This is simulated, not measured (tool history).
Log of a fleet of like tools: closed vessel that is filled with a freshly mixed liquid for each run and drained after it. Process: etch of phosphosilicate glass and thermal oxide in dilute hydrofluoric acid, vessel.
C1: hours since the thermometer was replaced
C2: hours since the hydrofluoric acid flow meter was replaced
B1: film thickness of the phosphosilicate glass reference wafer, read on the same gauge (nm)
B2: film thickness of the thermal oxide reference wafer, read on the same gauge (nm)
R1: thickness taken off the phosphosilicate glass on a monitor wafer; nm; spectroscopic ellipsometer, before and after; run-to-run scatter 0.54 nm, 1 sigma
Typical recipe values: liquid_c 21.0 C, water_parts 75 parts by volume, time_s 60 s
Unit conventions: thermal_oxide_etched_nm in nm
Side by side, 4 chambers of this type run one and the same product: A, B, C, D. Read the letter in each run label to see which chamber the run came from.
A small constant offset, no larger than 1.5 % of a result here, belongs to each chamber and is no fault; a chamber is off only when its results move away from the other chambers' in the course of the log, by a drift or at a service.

{"run": "1C", "hour": 5.6, "liquid_c": 21.0, "water_parts": 75, "time_s": 60, "C1": 1151.8, "C2": 1448.7, "B1": 49.987, "B2": 119.99, "R1": 82.089, "thermal_oxide_etched_nm": 3.2444}
{"run": "2A", "hour": 12.7, "liquid_c": 21.0, "water_parts": 75, "time_s": 60, "C1": 745.4, "C2": 1299.9, "B1": 49.993, "B2": 120.0, "R1": 82.385, "thermal_oxide_etched_nm": 3.2202}
{"run": "3B", "hour": 21.5, "liquid_c": 21.0, "water_parts": 75, "time_s": 60, "C1": 434.4, "C2": 368.9, "B1": 49.999, "B2": 120.01, "R1": 82.165, "thermal_oxide_etched_nm": 3.2574}
{"run": "4D", "hour": 30.8, "liquid_c": 21.0, "water_parts": 75, "time_s": 60, "C1": 618.9, "C2": 729.9, "B1": 50.004, "B2": 120.01, "R1": 82.343, "thermal_oxide_etched_nm": 3.2306}
{"run": "5A", "hour": 39.8, "liquid_c": 21.0, "water_parts": 75, "time_s": 60, "C1": 772.5, "C2": 1327.0, "B1": 50.002, "B2": 120.0, "R1": 83.547, "thermal_oxide_etched_nm": 3.231}
{"run": "6C", "hour": 49.7, "liquid_c": 21.0, "water_parts": 60, "time_s": 50, "C1": 1195.9, "C2": 1492.8, "B1": 50.008, "B2": 119.99, "R1": 87.283, "thermal_oxide_etched_nm": 3.4311}
{"run": "7D", "hour": 60.2, "liquid_c": 21.0, "water_parts": 60, "time_s": 50, "C1": 648.3, "C2": 759.3, "B1": 50.003, "B2": 119.99, "R1": 87.354, "thermal_oxide_etched_nm": 3.4133}
{"run": "8B", "hour": 66.5, "liquid_c": 21.0, "water_parts": 60, "time_s": 50, "C1": 479.4, "C2": 413.9, "B1": 50.013, "B2": 120.01, "R1": 87.618, "thermal_oxide_etched_nm": 3.4903}
{"run": "9A", "hour": 71.9, "liquid_c": 21.0, "water_parts": 60, "time_s": 50, "C1": 804.6, "C2": 1359.1, "B1": 49.984, "B2": 119.98, "R1": 87.746, "thermal_oxide_etched_nm": 3.4206}
{"run": "10C", "hour": 80.3, "liquid_c": 22.5, "water_parts": 115, "time_s": 60, "C1": 1226.5, "C2": 1523.4, "B1": 49.996, "B2": 119.99, "R1": 54.908, "thermal_oxide_etched_nm": 2.1517}
{"run": "11B", "hour": 86.9, "liquid_c": 22.5, "water_parts": 115, "time_s": 60, "C1": 499.8, "C2": 434.3, "B1": 49.991, "B2": 119.99, "R1": 54.674, "thermal_oxide_etched_nm": 2.1622}
{"run": "12D", "hour": 96.0, "liquid_c": 22.5, "water_parts": 115, "time_s": 60, "C1": 684.1, "C2": 795.1, "B1": 50.0, "B2": 120.0, "R1": 53.806, "thermal_oxide_etched_nm": 2.1348}
{"run": "13A", "hour": 102.2, "liquid_c": 22.5, "water_parts": 115, "time_s": 60, "C1": 834.9, "C2": 1389.4, "B1": 50.001, "B2": 120.0, "R1": 55.77, "thermal_oxide_etched_nm": 2.1361}
{"run": "14D", "hour": 110.0, "liquid_c": 21.0, "water_parts": 75, "time_s": 60, "C1": 698.1, "C2": 809.1, "B1": 49.97, "B2": 120.02, "R1": 82.051, "thermal_oxide_etched_nm": 3.2642}
{"run": "15C", "hour": 115.6, "liquid_c": 21.0, "water_parts": 115, "time_s": 60, "C1": 1261.8, "C2": 1558.7, "B1": 50.003, "B2": 120.01, "R1": 50.975, "thermal_oxide_etched_nm": 2.0244}
{"run": "16B", "hour": 121.4, "liquid_c": 21.0, "water_parts": 115, "time_s": 60, "C1": 534.3, "C2": 468.8, "B1": 50.01, "B2": 120.01, "R1": 51.384, "thermal_oxide_etched_nm": 2.038}
{"hour": 126.9, "done": "chamber C: hydrofluoric acid flow meter replaced"}
{"run": "17D", "hour": 127.8, "liquid_c": 21.0, "water_parts": 115, "time_s": 60, "C1": 715.9, "C2": 826.9, "B1": 49.969, "B2": 120.0, "R1": 50.672, "thermal_oxide_etched_nm": 2.0107}
{"run": "18B", "hour": 134.3, "liquid_c": 21.0, "water_parts": 115, "time_s": 60, "C1": 547.2, "C2": 481.7, "B1": 49.997, "B2": 120.0, "R1": 51.602, "thermal_oxide_etched_nm": 2.0215}
{"run": "19A", "hour": 139.2, "liquid_c": 21.0, "water_parts": 75, "time_s": 60, "C1": 871.9, "C2": 1426.4, "B1": 50.001, "B2": 119.98, "R1": 83.787, "thermal_oxide_etched_nm": 3.2012}
{"run": "20C", "hour": 145.8, "liquid_c": 21.0, "water_parts": 40, "time_s": 80, "C1": 1292.0, "C2": 19.0, "B1": 49.993, "B2": 120.02, "R1": 213.94, "thermal_oxide_etched_nm": 8.3254}
{"run": "21C", "hour": 155.7, "liquid_c": 21.0, "water_parts": 40, "time_s": 80, "C1": 1301.9, "C2": 28.9, "B1": 49.988, "B2": 120.02, "R1": 214.11, "thermal_oxide_etched_nm": 8.3681}
{"run": "22D", "hour": 166.3, "liquid_c": 21.0, "water_parts": 40, "time_s": 80, "C1": 754.4, "C2": 865.4, "B1": 50.01, "B2": 120.0, "R1": 215.69, "thermal_oxide_etched_nm": 8.6445}
{"run": "23A", "hour": 173.3, "liquid_c": 21.0, "water_parts": 40, "time_s": 80, "C1": 906.0, "C2": 1460.5, "B1": 49.993, "B2": 119.99, "R1": 217.73, "thermal_oxide_etched_nm": 8.3956}
{"run": "24B", "hour": 182.2, "liquid_c": 21.0, "water_parts": 75, "time_s": 60, "C1": 595.1, "C2": 529.6, "B1": 49.988, "B2": 120.0, "R1": 82.775, "thermal_oxide_etched_nm": 3.2182}
{"hour": 184.2, "done": "chamber C: thermometer replaced"}
{"run": "25C", "hour": 188.7, "liquid_c": 21.0, "water_parts": 75, "time_s": 60, "C1": 4.5, "C2": 61.9, "B1": 50.015, "B2": 120.0, "R1": 81.424, "thermal_oxide_etched_nm": 3.2206}
{"run": "26A", "hour": 197.4, "liquid_c": 21.0, "water_parts": 75, "time_s": 60, "C1": 930.1, "C2": 1484.6, "B1": 50.017, "B2": 119.98, "R1": 83.521, "thermal_oxide_etched_nm": 3.2314}
{"run": "27B", "hour": 206.0, "liquid_c": 21.0, "water_parts": 75, "time_s": 60, "C1": 618.9, "C2": 553.4, "B1": 50.011, "B2": 120.02, "R1": 82.711, "thermal_oxide_etched_nm": 3.282}
{"run": "28D", "hour": 213.5, "liquid_c": 21.0, "water_parts": 75, "time_s": 60, "C1": 801.6, "C2": 912.6, "B1": 49.98, "B2": 119.99, "R1": 82.668, "thermal_oxide_etched_nm": 3.2713}
{"run": "29C", "hour": 222.7, "liquid_c": 21.0, "water_parts": 75, "time_s": 60, "C1": 38.5, "C2": 95.9, "B1": 49.976, "B2": 120.0, "R1": 82.295, "thermal_oxide_etched_nm": 3.2187}
{"run": "30D", "hour": 230.4, "liquid_c": 21.0, "water_parts": 40, "time_s": 60, "C1": 818.5, "C2": 929.5, "B1": 50.02, "B2": 120.0, "R1": 163.61, "thermal_oxide_etched_nm": 6.4027}
{"run": "31B", "hour": 239.2, "liquid_c": 21.0, "water_parts": 40, "time_s": 60, "C1": 652.1, "C2": 586.6, "B1": 50.001, "B2": 119.98, "R1": 161.82, "thermal_oxide_etched_nm": 6.4447}
{"run": "32A", "hour": 244.1, "liquid_c": 21.0, "water_parts": 40, "time_s": 60, "C1": 976.8, "C2": 1531.3, "B1": 49.999, "B2": 120.02, "R1": 161.75, "thermal_oxide_etched_nm": 6.2825}
{"run": "33B", "hour": 251.7, "liquid_c": 21.0, "water_parts": 40, "time_s": 60, "C1": 664.6, "C2": 599.1, "B1": 50.038, "B2": 119.99, "R1": 162.63, "thermal_oxide_etched_nm": 6.4243}
{"run": "34A", "hour": 261.3, "liquid_c": 23.5, "water_parts": 75, "time_s": 60, "C1": 994.0, "C2": 1548.5, "B1": 50.006, "B2": 120.01, "R1": 91.744, "thermal_oxide_etched_nm": 3.5783}
{"run": "35C", "hour": 270.7, "liquid_c": 23.5, "water_parts": 75, "time_s": 60, "C1": 86.5, "C2": 143.9, "B1": 50.002, "B2": 120.0, "R1": 91.391, "thermal_oxide_etched_nm": 3.5959}
{"hour": 272.7, "done": "chamber A: thermometer replaced"}
{"run": "36D", "hour": 280.1, "liquid_c": 23.5, "water_parts": 75, "time_s": 60, "C1": 868.2, "C2": 979.2, "B1": 50.026, "B2": 120.01, "R1": 89.939, "thermal_oxide_etched_nm": 3.6197}
{"hour": 288.4, "done": "chamber A: hydrofluoric acid flow meter replaced"}
{"run": "37A", "hour": 290.1, "liquid_c": 23.5, "water_parts": 75, "time_s": 60, "C1": 17.4, "C2": 1.8, "B1": 50.023, "B2": 120.0, "R1": 92.302, "thermal_oxide_etched_nm": 3.5239}
{"run": "38B", "hour": 299.3, "liquid_c": 21.0, "water_parts": 55, "time_s": 30, "C1": 712.2, "C2": 646.7, "B1": 50.007, "B2": 120.01, "R1": 57.748, "thermal_oxide_etched_nm": 2.2932}
{"run": "39C", "hour": 308.5, "liquid_c": 21.0, "water_parts": 55, "time_s": 30, "C1": 124.3, "C2": 181.7, "B1": 49.999, "B2": 120.0, "R1": 56.882, "thermal_oxide_etched_nm": 2.2586}
{"run": "40D", "hour": 313.4, "liquid_c": 21.0, "water_parts": 55, "time_s": 30, "C1": 901.5, "C2": 1012.5, "B1": 50.004, "B2": 120.0, "R1": 57.576, "thermal_oxide_etched_nm": 2.2648}
{"run": "41A", "hour": 324.0, "liquid_c": 21.0, "water_parts": 55, "time_s": 30, "C1": 51.3, "C2": 35.7, "B1": 50.004, "B2": 119.99, "R1": 57.87, "thermal_oxide_etched_nm": 2.2264}

The same settings go to every chamber for the next run, one line per chamber below. Forecast the results for each:
{"run": "42A", "hour": 331.6, "liquid_c": 17.5, "water_parts": 75, "time_s": 60, "R1": "?", "thermal_oxide_etched_nm": "?"}
{"run": "42B", "hour": 331.6, "liquid_c": 17.5, "water_parts": 75, "time_s": 60, "R1": "?", "thermal_oxide_etched_nm": "?"}
{"run": "42C", "hour": 331.6, "liquid_c": 17.5, "water_parts": 75, "time_s": 60, "R1": "?", "thermal_oxide_etched_nm": "?"}
{"run": "42D", "hour": 331.6, "liquid_c": 17.5, "water_parts": 75, "time_s": 60, "R1": "?", "thermal_oxide_etched_nm": "?"}

run=42A R1=71.794 thermal_oxide_etched_nm=2.7825
run=42B R1=71.673 thermal_oxide_etched_nm=2.8437
run=42C R1=70.051 thermal_oxide_etched_nm=2.7780
run=42D R1=70.699 thermal_oxide_etched_nm=2.7753
